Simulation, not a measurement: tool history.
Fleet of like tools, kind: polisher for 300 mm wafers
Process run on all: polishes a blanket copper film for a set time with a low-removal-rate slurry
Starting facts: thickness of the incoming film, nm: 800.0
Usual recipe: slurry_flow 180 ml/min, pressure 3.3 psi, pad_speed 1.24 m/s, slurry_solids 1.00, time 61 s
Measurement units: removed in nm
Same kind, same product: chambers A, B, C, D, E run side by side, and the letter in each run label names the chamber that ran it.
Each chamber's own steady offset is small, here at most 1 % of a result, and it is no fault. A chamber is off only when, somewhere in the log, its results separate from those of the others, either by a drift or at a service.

At hour 6.7: chamber B: slurry blender recalibrated.
Run 1B, hour 13.3: usual settings. Result: removed 216.73 nm.
Run 2A, hour 24.2: usual settings. Result: removed 216.10 nm.
At hour 25.4: chamber E: worn pad replaced by a new one.
At hour 29.8: chamber E: head pressure recalibrated.
Run 3C, hour 31.4: usual settings. Result: removed 217.46 nm.
At hour 34.8: chamber D: worn pad replaced by a new one.
Run 4E, hour 41.2: usual settings. Result: removed 215.46 nm.
At hour 45.9: chamber A: slurry blender recalibrated.
Run 5D, hour 49.9: usual settings. Result: removed 217.01 nm.
At hour 57.4: chamber C: worn pad replaced by a new one.
Run 6B, hour 61.6: usual settings. Result: removed 214.52 nm.
Run 7D, hour 75.1: usual settings. Result: removed 216.00 nm.
Run 8C, hour 86.8: usual settings. Result: removed 220.46 nm.
Run 9E, hour 94.7: usual settings but time 41 s. Result: removed 145.48 nm.
At hour 102.5: chamber D: worn pad replaced by a new one.
Run 10A, hour 109.4: usual settings but time 41 s. Result: removed 146.64 nm.
At hour 120.9: chamber A: worn pad replaced by a new one.
Run 11D, hour 121.6: usual settings but time 41 s. Result: removed 144.71 nm.
Run 12C, hour 134.7: usual settings but time 41 s. Result: removed 148.02 nm.
At hour 141.7: chamber B: worn pad replaced by a new one.
Run 13A, hour 142.0: usual settings but time 41 s. Result: removed 147.17 nm.
At hour 146.8: chamber E: slurry nozzle cleaned.
Run 14E, hour 148.9: usual settings. Result: removed 213.14 nm.
Run 15B, hour 155.7: usual settings. Result: removed 216.13 nm.
Run 16B, hour 164.3: usual settings. Result: removed 214.35 nm.
At hour 177.2: chamber D: worn pad replaced by a new one.
Run 17D, hour 177.8: usual settings. Result: removed 214.13 nm.
At hour 179.7: chamber B: slurry blender recalibrated.
At hour 187.8: chamber E: worn pad replaced by a new one.
At hour 189.8: chamber D: slurry nozzle cleaned.
Run 18C, hour 191.8: usual settings. Result: removed 218.46 nm.
At hour 199.1: chamber C: worn pad replaced by a new one.
At hour 199.1: chamber C: slurry blender recalibrated.
Run 19A, hour 204.1: usual settings. Result: removed 214.77 nm.
Run 20E, hour 214.9: usual settings. Result: removed 208.71 nm.
At hour 225.2: chamber C: head pressure recalibrated.
Run 21B, hour 225.2: usual settings. Result: removed 217.22 nm.
At hour 229.5: chamber D: head pressure recalibrated.
Run 22C, hour 233.1: usual settings but pressure 2.9 psi, pad_speed 1.10 m/s. Result: removed 166.68 nm.
Run 23E, hour 242.9: usual settings but pressure 2.9 psi, pad_speed 1.10 m/s. Result: removed 164.18 nm.
At hour 248.9: chamber A: worn pad replaced by a new one.
Run 24D, hour 255.8: usual settings but pressure 2.9 psi, pad_speed 1.10 m/s. Result: removed 166.37 nm.
At hour 262.6: chamber D: worn pad replaced by a new one.
Run 25A, hour 263.2: usual settings but pressure 2.9 psi, pad_speed 1.10 m/s. Result: removed 167.74 nm.
At hour 272.0: chamber B: head pressure recalibrated.
Run 26D, hour 275.7: usual settings but pressure 2.9 psi, pad_speed 1.10 m/s. Result: removed 168.49 nm.
Run 27A, hour 290.2: usual settings. Result: removed 213.00 nm.
Run 28E, hour 297.8: usual settings but slurry_flow 230 ml/min. Result: removed 210.20 nm.
Run 29C, hour 307.5: usual settings but slurry_flow 230 ml/min. Result: removed 222.92 nm.
At hour 307.6: chamber A: head pressure recalibrated.
At hour 313.7: chamber D: slurry blender recalibrated.
Run 30B, hour 321.4: usual settings but slurry_flow 230 ml/min. Result: removed 224.84 nm.
At hour 331.5: chamber B: slurry blender recalibrated.
Run 31C, hour 331.6: usual settings but slurry_flow 230 ml/min. Result: removed 221.48 nm.
At hour 333.2: chamber B: worn pad replaced by a new one.
At hour 341.8: chamber D: worn pad replaced by a new one.
Run 32E, hour 343.3: usual settings but slurry_flow 230 ml/min. Result: removed 210.10 nm.
Run 33B, hour 350.3: usual settings. Result: removed 215.32 nm.
Run 34D, hour 360.9: usual settings. Result: removed 212.90 nm.
Run 35A, hour 374.7: usual settings. Result: removed 218.32 nm.

Does one chamber stand apart from the rest, does the shared gauge drift, or is all well apart from small per-chamber offsets? Give the chamber and the most likely cause, where there is one.

Chamber E drifts away from the others.
Most likely cause: abrasive missing from the slurry, % = 31.

Chamber E could run next with any of the 4 candidate recipes listed below; each alters the usual settings, and their results appear as question marks. Which one brings its results back in line with what the other chambers deliver on the usual settings?
In line here means within this much of the mean the other chambers give on the usual settings: removed 6.00 nm
Run 36E-1, hour 385.2: usual settings but time 56 s. Result: removed ?.
Run 36E-2, hour 385.2: usual settings but pressure 3.4 psi, pad_speed 1.30 m/s. Result: removed ?.
Run 36E-3, hour 385.2: usual settings but time 70 s. Result: removed ?.
Run 36E-4, hour 385.2: usual settings but pad_speed 1.16 m/s, time 57 s. Result: removed ?.

What the other chambers average on the usual settings: removed 216.16 nm
  run  removed
36E-1   184.59
36E-2   217.33
36E-3   230.73
36E-4   175.70
With 36E-2, the chamber falls back in line with the rest.

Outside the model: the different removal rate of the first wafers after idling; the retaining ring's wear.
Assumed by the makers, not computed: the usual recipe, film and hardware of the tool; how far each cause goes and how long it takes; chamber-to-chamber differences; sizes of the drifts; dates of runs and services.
